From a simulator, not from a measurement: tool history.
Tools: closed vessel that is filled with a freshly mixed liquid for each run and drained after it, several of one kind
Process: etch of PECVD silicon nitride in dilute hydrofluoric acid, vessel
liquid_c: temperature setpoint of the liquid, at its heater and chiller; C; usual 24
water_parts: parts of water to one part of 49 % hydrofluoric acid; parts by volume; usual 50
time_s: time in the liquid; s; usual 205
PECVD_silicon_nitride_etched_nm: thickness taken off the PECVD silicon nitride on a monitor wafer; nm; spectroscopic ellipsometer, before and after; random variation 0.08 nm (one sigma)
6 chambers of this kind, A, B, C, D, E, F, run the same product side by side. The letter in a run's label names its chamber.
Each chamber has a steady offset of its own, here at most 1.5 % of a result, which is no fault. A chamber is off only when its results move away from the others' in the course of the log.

run    day  liquid_c  water_parts  time_s  read-back film thickness of the PECVD silicon nitride reference wafer, read on the same gauge (nm)  PECVD_silicon_nitride_etched_nm
 1F  0.179        24           50     205                                                                                              30.020                          15.9210
 2E  0.262        24           50     205                                                                                              30.014                          15.7980
 3C  0.421        24           50     205                                                                                              29.999                          15.8480
 4A  0.575        24           50     205                                                                                              30.014                          15.9870
 5B  0.675        24           50     205                                                                                              30.033                          16.0290
 6D  0.800        24           50     205                                                                                              29.999                          16.1660
 7D  0.892        24           50     140                                                                                              29.992                          11.0110
 8B  0.988        24           50     140                                                                                              30.035                          10.9800
 9E  1.092        24           50     140                                                                                              29.990                          10.6800
10A  1.179        24           50     140                                                                                              29.994                          10.9490
11C  1.312        24           50     140                                                                                              30.001                          10.8570
12F  1.458        24           50     140                                                                                              29.999                          10.9290
13B  1.567        24           50     205                                                                                              29.988                          16.0500
14C  1.742        24           50     205                                                                                              29.986                          15.8670
15D  1.892        24           50     205                                                                                              30.023                          16.0720
16A  1.983        24           50     205                                                                                              30.011                          16.0800
17F  2.133        24           50     205                                                                                              30.027                          15.9500
18E  2.221        24           50     205                                                                                              29.982                          15.7780
19E  2.308        28           50     205                                                                                              29.993                          20.5280
20F  2.442        28           50     205                                                                                              29.979                          20.8120
21D  2.546        28           50     205                                                                                              30.002                          21.1490
22C  2.658        28           50     205                                                                                              29.992                          20.6910
23A  2.804        28           50     205                                                                                              29.977                          21.0010
24B  2.967        28           50     205                                                                                              29.995                          20.6690
25E  3.133        24           50     205                                                                                              30.010                          15.7640
26A  3.312        24           50     205                                                                                              30.007                          16.0100
27F  3.404        24           50     205                                                                                              29.986                          15.9680
28B  3.546        20           50     150                                                                                              30.011                           8.9187
29C  3.633        20           50     150                                                                                              29.983                           8.9438
30D  3.725        20           50     150                                                                                              30.003                           8.9481
31D  3.817        20           50     150                                                                                              30.005                           8.9954
32E  3.996        20           50     150                                                                                              29.985                           8.8688
33C  4.096        20           50     150                                                                                              29.978                           8.8543
34F  4.279        24           50     205                                                                                              29.974                          16.0040
35B  4.375        24           50     205                                                                                              29.966                          16.0990
36A  4.542        24           50     205                                                                                              29.965                          16.0480
37C  4.712        24           50     205                                                                                              29.978                          15.9400
38B  4.850        24           50     205                                                                                              29.994                          15.9870
39A  5.004        24           70     205                                                                                              30.027                          11.5760

Is one chamber off against the others, does the gauge drift, or is nothing wrong? If a chamber is off, say which, and what the likeliest cause is.

No chamber stands off beyond its own small offset, and the gauge holds steady.
